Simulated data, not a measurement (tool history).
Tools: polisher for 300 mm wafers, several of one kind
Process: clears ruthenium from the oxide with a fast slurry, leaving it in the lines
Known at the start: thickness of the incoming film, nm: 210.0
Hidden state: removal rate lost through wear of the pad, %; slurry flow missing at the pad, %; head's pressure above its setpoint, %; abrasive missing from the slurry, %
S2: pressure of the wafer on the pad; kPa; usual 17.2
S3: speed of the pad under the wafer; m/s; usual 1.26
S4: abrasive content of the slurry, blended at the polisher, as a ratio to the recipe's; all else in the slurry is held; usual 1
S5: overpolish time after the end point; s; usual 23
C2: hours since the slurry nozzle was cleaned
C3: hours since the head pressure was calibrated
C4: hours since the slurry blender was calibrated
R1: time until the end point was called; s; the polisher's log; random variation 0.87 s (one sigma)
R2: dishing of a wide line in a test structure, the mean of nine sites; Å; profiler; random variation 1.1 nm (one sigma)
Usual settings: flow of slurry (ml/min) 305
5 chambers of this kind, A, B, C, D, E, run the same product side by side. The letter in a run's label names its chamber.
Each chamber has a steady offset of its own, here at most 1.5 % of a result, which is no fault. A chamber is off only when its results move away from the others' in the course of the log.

{"run": "1D", "hour": 9.8, "flow of slurry (ml/min)": 305, "S2": 17.2, "S3": 1.26, "S4": 1, "S5": 23, "wafers polished on this pad": 845, "C2": 635.8, "C3": 747.9, "C4": 224.8, "R1": 46.15, "R2": 766.56}
{"hour": 11.3, "done": "chamber C: slurry nozzle cleaned"}
{"hour": 16.3, "done": "chamber D: worn pad replaced by a new one"}
{"hour": 18.4, "done": "chamber B: slurry blender recalibrated"}
{"run": "2B", "hour": 21.1, "flow of slurry (ml/min)": 305, "S2": 17.2, "S3": 1.26, "S4": 1, "S5": 23, "wafers polished on this pad": 841, "C2": 536.7, "C3": 38.3, "C4": 2.8, "R1": 45.588, "R2": 782.55}
{"hour": 24.3, "done": "chamber C: slurry blender recalibrated"}
{"hour": 27.8, "done": "chamber A: worn pad replaced by a new one"}
{"run": "3A", "hour": 32.7, "flow of slurry (ml/min)": 305, "S2": 17.2, "S3": 1.26, "S4": 1, "S5": 23, "wafers polished on this pad": 57, "C2": 244, "C3": 1260.9, "C4": 122.9, "R1": 45.181, "R2": 785.72}
{"hour": 39.3, "done": "chamber A: slurry nozzle cleaned"}
{"run": "4C", "hour": 45.3, "flow of slurry (ml/min)": 305, "S2": 17.2, "S3": 1.26, "S4": 1, "S5": 23, "wafers polished on this pad": 594, "C2": 34.1, "C3": 866.2, "C4": 21, "R1": 46.192, "R2": 771.51}
{"hour": 46.2, "done": "chamber B: worn pad replaced by a new one"}
{"hour": 52.5, "done": "chamber E: slurry nozzle cleaned"}
{"run": "5E", "hour": 56.0, "flow of slurry (ml/min)": 305, "S2": 17.2, "S3": 1.26, "S4": 1, "S5": 23, "wafers polished on this pad": 675, "C2": 3.6, "C3": 569.2, "C4": 91.9, "R1": 46.667, "R2": 766.38}
{"hour": 60.8, "done": "chamber C: worn pad replaced by a new one"}
{"run": "6D", "hour": 65.7, "flow of slurry (ml/min)": 305, "S2": 17.2, "S3": 1.26, "S4": 1, "S5": 23, "wafers polished on this pad": 574, "C2": 691.7, "C3": 803.8, "C4": 280.7, "R1": 45.918, "R2": 768.97}
{"run": "7A", "hour": 73.7, "flow of slurry (ml/min)": 305, "S2": 17.2, "S3": 1.26, "S4": 1, "S5": 23, "wafers polished on this pad": 533, "C2": 34.5, "C3": 1301.9, "C4": 163.9, "R1": 46.765, "R2": 764.98}
{"run": "8E", "hour": 81.2, "flow of slurry (ml/min)": 305, "S2": 17.2, "S3": 1.26, "S4": 1, "S5": 23, "wafers polished on this pad": 968, "C2": 28.8, "C3": 594.4, "C4": 117.1, "R1": 48.705, "R2": 765.89}
{"hour": 81.5, "done": "chamber E: worn pad replaced by a new one"}
{"hour": 82.8, "done": "chamber E: slurry blender recalibrated"}
{"hour": 85.8, "done": "chamber D: slurry nozzle cleaned"}
{"run": "9B", "hour": 88.5, "flow of slurry (ml/min)": 305, "S2": 17.2, "S3": 1.26, "S4": 1, "S5": 23, "wafers polished on this pad": 491, "C2": 604.1, "C3": 105.7, "C4": 70.2, "R1": 47.992, "R2": 778.62}
{"hour": 95.1, "done": "chamber D: worn pad replaced by a new one"}
{"run": "10C", "hour": 99.8, "flow of slurry (ml/min)": 305, "S2": 17.2, "S3": 1.26, "S4": 1, "S5": 23, "wafers polished on this pad": 453, "C2": 88.6, "C3": 920.7, "C4": 75.5, "R1": 47.011, "R2": 765.93}
{"run": "11B", "hour": 107.7, "flow of slurry (ml/min)": 305, "S2": 17.2, "S3": 1.26, "S4": 1, "S5": 23, "wafers polished on this pad": 714, "C2": 623.3, "C3": 124.9, "C4": 89.4, "R1": 45.503, "R2": 774.45}
{"hour": 113.2, "done": "chamber B: slurry nozzle cleaned"}
{"hour": 114.9, "done": "chamber D: head pressure recalibrated"}
{"run": "12A", "hour": 116.6, "flow of slurry (ml/min)": 305, "S2": 17.2, "S3": 1.26, "S4": 1, "S5": 10, "wafers polished on this pad": 1031, "C2": 77.4, "C3": 1344.8, "C4": 206.8, "R1": 46.535, "R2": 369.98}
{"hour": 125.7, "done": "chamber C: worn pad replaced by a new one"}
{"run": "13D", "hour": 126.7, "flow of slurry (ml/min)": 305, "S2": 17.2, "S3": 1.26, "S4": 1, "S5": 10, "wafers polished on this pad": 367, "C2": 41, "C3": 11.8, "C4": 341.7, "R1": 45.978, "R2": 376.78}
{"hour": 129.2, "done": "chamber B: worn pad replaced by a new one"}
{"run": "14C", "hour": 134.1, "flow of slurry (ml/min)": 305, "S2": 17.2, "S3": 1.26, "S4": 1, "S5": 10, "wafers polished on this pad": 97, "C2": 122.9, "C3": 955, "C4": 109.8, "R1": 48.029, "R2": 369.15}
{"hour": 134.6, "done": "chamber D: slurry blender recalibrated"}
{"hour": 143.9, "done": "chamber A: worn pad replaced by a new one"}
{"run": "15E", "hour": 146.3, "flow of slurry (ml/min)": 305, "S2": 17.2, "S3": 1.26, "S4": 1, "S5": 10, "wafers polished on this pad": 752, "C2": 93.9, "C3": 659.5, "C4": 63.6, "R1": 46.618, "R2": 378.7}
{"hour": 153.8, "done": "chamber E: worn pad replaced by a new one"}
{"run": "16E", "hour": 155.3, "flow of slurry (ml/min)": 305, "S2": 17.2, "S3": 1.26, "S4": 1, "S5": 10, "wafers polished on this pad": 18, "C2": 102.9, "C3": 668.5, "C4": 72.6, "R1": 46.644, "R2": 374.03}
{"run": "17D", "hour": 163.0, "flow of slurry (ml/min)": 305, "S2": 17.2, "S3": 1.26, "S4": 1, "S5": 23, "wafers polished on this pad": 788, "C2": 77.3, "C3": 48.1, "C4": 28.5, "R1": 46.641, "R2": 760.6}
{"hour": 164.7, "done": "chamber D: worn pad replaced by a new one"}
{"run": "18A", "hour": 172.2, "flow of slurry (ml/min)": 305, "S2": 17.2, "S3": 1.26, "S4": 1, "S5": 23, "wafers polished on this pad": 328, "C2": 133, "C3": 1400.4, "C4": 262.4, "R1": 45.569, "R2": 769.75}
{"run": "19C", "hour": 179.4, "flow of slurry (ml/min)": 305, "S2": 17.2, "S3": 1.26, "S4": 1, "S5": 23, "wafers polished on this pad": 623, "C2": 168.2, "C3": 1000.3, "C4": 155.1, "R1": 46.692, "R2": 749.59}
{"run": "20B", "hour": 186.4, "flow of slurry (ml/min)": 305, "S2": 17.2, "S3": 1.1, "S4": 0.85, "S5": 23, "wafers polished on this pad": 665, "C2": 73.3, "C3": 203.6, "C4": 168.1, "R1": 58.089, "R2": 663.78}
{"hour": 191.8, "done": "chamber C: worn pad replaced by a new one"}
{"hour": 193.7, "done": "chamber E: slurry blender recalibrated"}
{"run": "21C", "hour": 195.8, "flow of slurry (ml/min)": 305, "S2": 17.2, "S3": 1.1, "S4": 0.85, "S5": 23, "wafers polished on this pad": 46, "C2": 184.6, "C3": 1016.7, "C4": 171.5, "R1": 56.925, "R2": 642.71}
{"run": "22A", "hour": 203.4, "flow of slurry (ml/min)": 305, "S2": 17.2, "S3": 1.1, "S4": 0.85, "S5": 23, "wafers polished on this pad": 690, "C2": 164.2, "C3": 1431.6, "C4": 293.6, "R1": 56.602, "R2": 635.35}
{"run": "23E", "hour": 212.0, "flow of slurry (ml/min)": 305, "S2": 17.2, "S3": 1.1, "S4": 0.85, "S5": 23, "wafers polished on this pad": 676, "C2": 159.6, "C3": 725.2, "C4": 18.3, "R1": 58.222, "R2": 654.97}
{"run": "24B", "hour": 220.2, "flow of slurry (ml/min)": 305, "S2": 17.2, "S3": 1.1, "S4": 0.85, "S5": 23, "wafers polished on this pad": 1057, "C2": 107.1, "C3": 237.4, "C4": 201.9, "R1": 57.177, "R2": 657.3}
{"hour": 220.4, "done": "chamber B: worn pad replaced by a new one"}
{"run": "25D", "hour": 230.4, "flow of slurry (ml/min)": 305, "S2": 17.2, "S3": 1.26, "S4": 1, "S5": 23, "wafers polished on this pad": 762, "C2": 144.7, "C3": 115.5, "C4": 95.9, "R1": 46.628, "R2": 760.82}
{"hour": 230.9, "done": "chamber E: worn pad replaced by a new one"}
{"hour": 235.7, "done": "chamber D: worn pad replaced by a new one"}
{"run": "26E", "hour": 239.4, "flow of slurry (ml/min)": 305, "S2": 17.2, "S3": 1.26, "S4": 1, "S5": 23, "wafers polished on this pad": 99, "C2": 187, "C3": 752.6, "C4": 45.7, "R1": 46.057, "R2": 778.83}
{"hour": 244.3, "done": "chamber B: slurry blender recalibrated"}
{"run": "27B", "hour": 247.3, "flow of slurry (ml/min)": 305, "S2": 17.2, "S3": 1.26, "S4": 1, "S5": 23, "wafers polished on this pad": 312, "C2": 134.2, "C3": 264.5, "C4": 3.1, "R1": 46.026, "R2": 786.53}
{"hour": 256.1, "done": "chamber C: worn pad replaced by a new one"}
{"hour": 257.0, "done": "chamber A: worn pad replaced by a new one"}
{"run": "28C", "hour": 258.1, "flow of slurry (ml/min)": 305, "S2": 17.2, "S3": 1.26, "S4": 1, "S5": 23, "wafers polished on this pad": 23, "C2": 246.9, "C3": 1079, "C4": 233.8, "R1": 46.541, "R2": 764.43}
{"run": "29A", "hour": 267.3, "flow of slurry (ml/min)": 305, "S2": 17.2, "S3": 1.26, "S4": 1, "S5": 23, "wafers polished on this pad": 119, "C2": 228.1, "C3": 1495.5, "C4": 357.5, "R1": 46.993, "R2": 765.16}
{"hour": 272.1, "done": "chamber A: head pressure recalibrated"}
{"run": "30D", "hour": 279.8, "flow of slurry (ml/min)": 305, "S2": 17.2, "S3": 1.26, "S4": 1, "S5": 23, "wafers polished on this pad": 512, "C2": 194.1, "C3": 164.9, "C4": 145.3, "R1": 47.011, "R2": 759.34}
{"hour": 287.0, "done": "chamber A: slurry nozzle cleaned"}
{"run": "31C", "hour": 290.5, "flow of slurry (ml/min)": 305, "S2": 17.2, "S3": 1.26, "S4": 1, "S5": 23, "wafers polished on this pad": 399, "C2": 279.3, "C3": 1111.4, "C4": 266.2, "R1": 46.117, "R2": 764.12}
{"run": "32E", "hour": 302.5, "flow of slurry (ml/min)": 305, "S2": 17.2, "S3": 1.26, "S4": 1, "S5": 23, "wafers polished on this pad": 831, "C2": 250.1, "C3": 815.7, "C4": 108.8, "R1": 47.338, "R2": 779.67}
{"run": "33A", "hour": 310.0, "flow of slurry (ml/min)": 305, "S2": 17.2, "S3": 1.26, "S4": 1, "S5": 23, "wafers polished on this pad": 615, "C2": 23.1, "C3": 38, "C4": 400.2, "R1": 46.344, "R2": 756.91}

What goes on in this fleet: one chamber off, a drifting gauge, or nothing beyond the chambers' own small offsets? Name the chamber and the cause, if any.

No chamber stands off beyond its own small offset, and the gauge holds steady.
